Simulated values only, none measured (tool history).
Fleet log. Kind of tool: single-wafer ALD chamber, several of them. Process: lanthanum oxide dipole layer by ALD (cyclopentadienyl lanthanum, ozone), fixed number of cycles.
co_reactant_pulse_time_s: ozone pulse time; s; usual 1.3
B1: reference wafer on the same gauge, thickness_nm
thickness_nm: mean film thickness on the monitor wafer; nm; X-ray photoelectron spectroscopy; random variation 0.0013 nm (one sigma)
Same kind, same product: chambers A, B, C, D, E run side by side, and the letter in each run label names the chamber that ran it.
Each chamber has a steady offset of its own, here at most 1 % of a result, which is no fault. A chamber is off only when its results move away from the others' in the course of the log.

Run 1A, hour 12.1: usual settings; B1 0.57012. Result: thickness_nm 0.54018 nm.
Run 2E, hour 23.1: usual settings; B1 0.56987. Result: thickness_nm 0.53475 nm.
Run 3C, hour 29.3: usual settings; B1 0.56988. Result: thickness_nm 0.53139 nm.
Run 4B, hour 40: usual settings; B1 0.57019. Result: thickness_nm 0.53336 nm.
Run 5D, hour 48.1: usual settings; B1 0.56975. Result: thickness_nm 0.53531 nm.
Run 6B, hour 60.1: usual settings but co_reactant_pulse_time_s 1.06 s; B1 0.57016. Result: thickness_nm 0.51008 nm.
At hour 62: chamber B: ozone generator serviced.
Run 7D, hour 69: usual settings but co_reactant_pulse_time_s 1.06 s; B1 0.57032. Result: thickness_nm 0.50652 nm.
Run 8E, hour 77.9: usual settings but co_reactant_pulse_time_s 1.06 s; B1 0.56975. Result: thickness_nm 0.51006 nm.
Run 9A, hour 90.1: usual settings but co_reactant_pulse_time_s 1.06 s; B1 0.57023. Result: thickness_nm 0.51031 nm.
Run 10C, hour 101.3: usual settings but co_reactant_pulse_time_s 1.06 s; B1 0.56978. Result: thickness_nm 0.50489 nm.
Run 11A, hour 108.5: usual settings but co_reactant_pulse_time_s 1.04 s; B1 0.57008. Result: thickness_nm 0.51092 nm.
Run 12C, hour 116.4: usual settings but co_reactant_pulse_time_s 1.04 s; B1 0.57006. Result: thickness_nm 0.50188 nm.
Run 13E, hour 127.2: usual settings but co_reactant_pulse_time_s 1.04 s; B1 0.5699. Result: thickness_nm 0.50857 nm.
At hour 130.6: chamber D: ozone generator serviced.
Run 14D, hour 139.2: usual settings but co_reactant_pulse_time_s 1.04 s; B1 0.56987. Result: thickness_nm 0.50247 nm.
At hour 142.1: chamber E: thermocouple changed; heater temperature recalibrated.
Run 15B, hour 148.3: usual settings but co_reactant_pulse_time_s 1.04 s; B1 0.57016. Result: thickness_nm 0.50517 nm.
Run 16A, hour 154.4: usual settings but co_reactant_pulse_time_s 1.69 s; B1 0.57007. Result: thickness_nm 0.56359 nm.
Run 17B, hour 164.2: usual settings but co_reactant_pulse_time_s 1.69 s; B1 0.56986. Result: thickness_nm 0.55626 nm.
Run 18E, hour 176.1: usual settings but co_reactant_pulse_time_s 1.69 s; B1 0.56971. Result: thickness_nm 0.55941 nm.
Run 19D, hour 183.5: usual settings but co_reactant_pulse_time_s 1.69 s; B1 0.56984. Result: thickness_nm 0.55989 nm.
At hour 189.5: chamber C: ozone generator serviced.
Run 20C, hour 191.1: usual settings but co_reactant_pulse_time_s 1.69 s; B1 0.57001. Result: thickness_nm 0.55762 nm.
Run 21A, hour 202.3: usual settings; B1 0.5698. Result: thickness_nm 0.53838 nm.
Run 22C, hour 213: usual settings; B1 0.56964. Result: thickness_nm 0.53327 nm.
Run 23D, hour 221.6: usual settings; B1 0.57006. Result: thickness_nm 0.5332 nm.
Run 24B, hour 231: usual settings; B1 0.56989. Result: thickness_nm 0.53659 nm.
At hour 238.5: chamber D: thermocouple changed; heater temperature recalibrated.
Run 25E, hour 240.4: usual settings; B1 0.57006. Result: thickness_nm 0.53406 nm.
Run 26E, hour 250.6: usual settings; B1 0.56987. Result: thickness_nm 0.53565 nm.
Run 27C, hour 258.7: usual settings; B1 0.57008. Result: thickness_nm 0.53136 nm.
Run 28B, hour 267.7: usual settings; B1 0.56973. Result: thickness_nm 0.53414 nm.
Run 29A, hour 280.2: usual settings; B1 0.5701. Result: thickness_nm 0.54013 nm.
Run 30D, hour 291.7: usual settings; B1 0.57048. Result: thickness_nm 0.53224 nm.
Run 31A, hour 299.9: usual settings; B1 0.57016. Result: thickness_nm 0.53828 nm.

The same settings go to every chamber for the next run, one line per chamber below. Forecast the results for each:
Run 32A, hour 308.8: usual settings but co_reactant_pulse_time_s 1.54 s. Result: thickness_nm ?.
Run 32B, hour 308.8: usual settings but co_reactant_pulse_time_s 1.54 s. Result: thickness_nm ?.
Run 32C, hour 308.8: usual settings but co_reactant_pulse_time_s 1.54 s. Result: thickness_nm ?.
Run 32D, hour 308.8: usual settings but co_reactant_pulse_time_s 1.54 s. Result: thickness_nm ?.
Run 32E, hour 308.8: usual settings but co_reactant_pulse_time_s 1.54 s. Result: thickness_nm ?.

run  thickness_nm
32A       0.55422
32B       0.55167
32C       0.54759
32D       0.55169
32E       0.55377

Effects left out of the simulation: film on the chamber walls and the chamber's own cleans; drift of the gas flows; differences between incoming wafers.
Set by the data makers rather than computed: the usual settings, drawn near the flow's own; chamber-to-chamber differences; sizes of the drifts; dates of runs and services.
